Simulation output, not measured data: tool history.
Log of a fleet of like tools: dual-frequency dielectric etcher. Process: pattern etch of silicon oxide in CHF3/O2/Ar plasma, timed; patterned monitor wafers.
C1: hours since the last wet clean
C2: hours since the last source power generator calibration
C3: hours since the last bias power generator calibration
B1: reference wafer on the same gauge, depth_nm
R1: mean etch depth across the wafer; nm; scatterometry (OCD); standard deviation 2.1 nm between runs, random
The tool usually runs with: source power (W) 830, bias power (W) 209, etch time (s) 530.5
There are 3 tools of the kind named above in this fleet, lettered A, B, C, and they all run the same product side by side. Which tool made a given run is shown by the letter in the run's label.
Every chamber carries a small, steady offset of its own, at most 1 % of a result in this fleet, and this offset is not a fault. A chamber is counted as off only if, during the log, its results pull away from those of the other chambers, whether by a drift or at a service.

{"run": "1B", "hour": 3.8, "source power (W)": 830, "bias power (W)": 209, "etch time (s)": 530.5, "C1": 256.9, "C2": 1178.8, "C3": 2217.2, "B1": 1149.7, "R1": 1248.5}
{"run": "2C", "hour": 8.8, "source power (W)": 830, "bias power (W)": 209, "etch time (s)": 530.5, "C1": 47, "C2": 776, "C3": 1821.1, "B1": 1149.6, "R1": 1240.5}
{"run": "3A", "hour": 11.5, "source power (W)": 830, "bias power (W)": 209, "etch time (s)": 530.5, "C1": 349.7, "C2": 1615.1, "C3": 2436, "B1": 1149.3, "R1": 1253.4}
{"run": "4B", "hour": 15.6, "source power (W)": 830, "bias power (W)": 209, "etch time (s)": 530.5, "C1": 268.7, "C2": 1190.6, "C3": 2229, "B1": 1149.3, "R1": 1247.9}
{"run": "5C", "hour": 20.4, "source power (W)": 830, "bias power (W)": 209, "etch time (s)": 530.5, "C1": 58.6, "C2": 787.6, "C3": 1832.7, "B1": 1148.8, "R1": 1236}
{"run": "6A", "hour": 24.5, "source power (W)": 900, "bias power (W)": 209, "etch time (s)": 530.5, "C1": 362.7, "C2": 1628.1, "C3": 2449, "B1": 1148.9, "R1": 1294.9}
{"run": "7A", "hour": 27.2, "source power (W)": 900, "bias power (W)": 209, "etch time (s)": 530.5, "C1": 365.4, "C2": 1630.8, "C3": 2451.7, "B1": 1148.8, "R1": 1297.5}
{"run": "8C", "hour": 31.7, "source power (W)": 900, "bias power (W)": 209, "etch time (s)": 530.5, "C1": 69.9, "C2": 798.9, "C3": 1844, "B1": 1148.2, "R1": 1274.9}
{"run": "9B", "hour": 35.3, "source power (W)": 830, "bias power (W)": 209, "etch time (s)": 620.5, "C1": 288.4, "C2": 1210.3, "C3": 2248.7, "B1": 1148, "R1": 1457.3}
{"run": "10C", "hour": 39.1, "source power (W)": 830, "bias power (W)": 209, "etch time (s)": 620.5, "C1": 77.3, "C2": 806.3, "C3": 1851.4, "B1": 1148.3, "R1": 1450.8}
{"run": "11A", "hour": 41.4, "source power (W)": 830, "bias power (W)": 209, "etch time (s)": 620.5, "C1": 379.6, "C2": 1645, "C3": 2465.9, "B1": 1147.5, "R1": 1464.5}
{"run": "12B", "hour": 44.8, "source power (W)": 830, "bias power (W)": 255, "etch time (s)": 603.5, "C1": 297.9, "C2": 1219.8, "C3": 2258.2, "B1": 1146.9, "R1": 1517.8}
{"run": "13A", "hour": 47.3, "source power (W)": 830, "bias power (W)": 255, "etch time (s)": 603.5, "C1": 385.5, "C2": 1650.9, "C3": 2471.8, "B1": 1147.5, "R1": 1533.8}
{"run": "14C", "hour": 50.1, "source power (W)": 830, "bias power (W)": 255, "etch time (s)": 603.5, "C1": 88.3, "C2": 817.3, "C3": 1862.4, "B1": 1147.3, "R1": 1503.2}
{"run": "15B", "hour": 53.9, "source power (W)": 830, "bias power (W)": 209, "etch time (s)": 530.5, "C1": 307, "C2": 1228.9, "C3": 2267.3, "B1": 1147, "R1": 1250.5}
{"run": "16A", "hour": 58.7, "source power (W)": 830, "bias power (W)": 238, "etch time (s)": 586, "C1": 396.9, "C2": 1662.3, "C3": 2483.2, "B1": 1146.9, "R1": 1447.2}
{"run": "17B", "hour": 61.9, "source power (W)": 830, "bias power (W)": 238, "etch time (s)": 586, "C1": 315, "C2": 1236.9, "C3": 2275.3, "B1": 1146.2, "R1": 1437.3}
{"run": "18C", "hour": 66.3, "source power (W)": 830, "bias power (W)": 238, "etch time (s)": 586, "C1": 104.5, "C2": 833.5, "C3": 1878.6, "B1": 1146.1, "R1": 1424.6}
{"run": "19B", "hour": 70.5, "source power (W)": 830, "bias power (W)": 209, "etch time (s)": 530.5, "C1": 323.6, "C2": 1245.5, "C3": 2283.9, "B1": 1146.1, "R1": 1245.6}
{"run": "20C", "hour": 74.3, "source power (W)": 830, "bias power (W)": 209, "etch time (s)": 530.5, "C1": 112.5, "C2": 841.5, "C3": 1886.6, "B1": 1145.7, "R1": 1232.3}
{"run": "21A", "hour": 78.0, "source power (W)": 830, "bias power (W)": 209, "etch time (s)": 530.5, "C1": 416.2, "C2": 1681.6, "C3": 2502.5, "B1": 1146.2, "R1": 1251.1}
{"run": "22C", "hour": 81.2, "source power (W)": 670, "bias power (W)": 239, "etch time (s)": 530.5, "C1": 119.4, "C2": 848.4, "C3": 1893.5, "B1": 1145.1, "R1": 1193.7}
{"run": "23B", "hour": 84.9, "source power (W)": 670, "bias power (W)": 239, "etch time (s)": 530.5, "C1": 338, "C2": 1259.9, "C3": 2298.3, "B1": 1145, "R1": 1202.8}
{"run": "24A", "hour": 89.3, "source power (W)": 670, "bias power (W)": 239, "etch time (s)": 530.5, "C1": 427.5, "C2": 1692.9, "C3": 2513.8, "B1": 1144.8, "R1": 1206}
{"run": "25B", "hour": 92.7, "source power (W)": 830, "bias power (W)": 209, "etch time (s)": 530.5, "C1": 345.8, "C2": 1267.7, "C3": 2306.1, "B1": 1144.7, "R1": 1245}
{"run": "26C", "hour": 96.9, "source power (W)": 830, "bias power (W)": 209, "etch time (s)": 530.5, "C1": 135.1, "C2": 864.1, "C3": 1909.2, "B1": 1144.2, "R1": 1230.2}
{"run": "27A", "hour": 99.6, "source power (W)": 630, "bias power (W)": 209, "etch time (s)": 530.5, "C1": 437.8, "C2": 1703.2, "C3": 2524.1, "B1": 1144.8, "R1": 1121.8}
{"run": "28C", "hour": 102.6, "source power (W)": 630, "bias power (W)": 209, "etch time (s)": 530.5, "C1": 140.8, "C2": 869.8, "C3": 1914.9, "B1": 1144, "R1": 1108.7}
{"run": "29B", "hour": 105.4, "source power (W)": 630, "bias power (W)": 209, "etch time (s)": 530.5, "C1": 358.5, "C2": 1280.4, "C3": 2318.8, "B1": 1144, "R1": 1118.1}
{"run": "30A", "hour": 108.0, "source power (W)": 830, "bias power (W)": 209, "etch time (s)": 530.5, "C1": 446.2, "C2": 1711.6, "C3": 2532.5, "B1": 1143.5, "R1": 1248.5}
{"run": "31C", "hour": 111.6, "source power (W)": 830, "bias power (W)": 209, "etch time (s)": 530.5, "C1": 149.8, "C2": 878.8, "C3": 1923.9, "B1": 1143.7, "R1": 1230.1}
{"run": "32A", "hour": 113.8, "source power (W)": 830, "bias power (W)": 209, "etch time (s)": 530.5, "C1": 452, "C2": 1717.4, "C3": 2538.3, "B1": 1143.6, "R1": 1252.2}
{"run": "33B", "hour": 117.0, "source power (W)": 830, "bias power (W)": 209, "etch time (s)": 530.5, "C1": 370.1, "C2": 1292, "C3": 2330.4, "B1": 1143.9, "R1": 1243.2}
{"run": "34C", "hour": 120.5, "source power (W)": 830, "bias power (W)": 209, "etch time (s)": 530.5, "C1": 158.7, "C2": 887.7, "C3": 1932.8, "B1": 1143.3, "R1": 1229.3}
{"run": "35A", "hour": 124.3, "source power (W)": 830, "bias power (W)": 209, "etch time (s)": 530.5, "C1": 462.5, "C2": 1727.9, "C3": 2548.8, "B1": 1142.8, "R1": 1248}
{"run": "36B", "hour": 128.2, "source power (W)": 830, "bias power (W)": 209, "etch time (s)": 530.5, "C1": 381.3, "C2": 1303.2, "C3": 2341.6, "B1": 1142.8, "R1": 1245.8}
{"run": "37C", "hour": 132.3, "source power (W)": 830, "bias power (W)": 209, "etch time (s)": 530.5, "C1": 170.5, "C2": 899.5, "C3": 1944.6, "B1": 1142.2, "R1": 1229.2}
{"run": "38B", "hour": 135.8, "source power (W)": 830, "bias power (W)": 209, "etch time (s)": 530.5, "C1": 388.9, "C2": 1310.8, "C3": 2349.2, "B1": 1142.8, "R1": 1242.6}
{"run": "39A", "hour": 140.7, "source power (W)": 830, "bias power (W)": 209, "etch time (s)": 530.5, "C1": 478.9, "C2": 1744.3, "C3": 2565.2, "B1": 1142.2, "R1": 1247.3}

Predict what each chamber gives when all 3 of them run the settings below next.
{"run": "40A", "hour": 144.3, "source power (W)": 830, "bias power (W)": 209, "etch time (s)": 530.5, "R1": "?"}
{"run": "40B", "hour": 144.3, "source power (W)": 830, "bias power (W)": 209, "etch time (s)": 530.5, "R1": "?"}
{"run": "40C", "hour": 144.3, "source power (W)": 830, "bias power (W)": 209, "etch time (s)": 530.5, "R1": "?"}

run=40A R1=1249.8
run=40B R1=1242.8
run=40C R1=1229.9
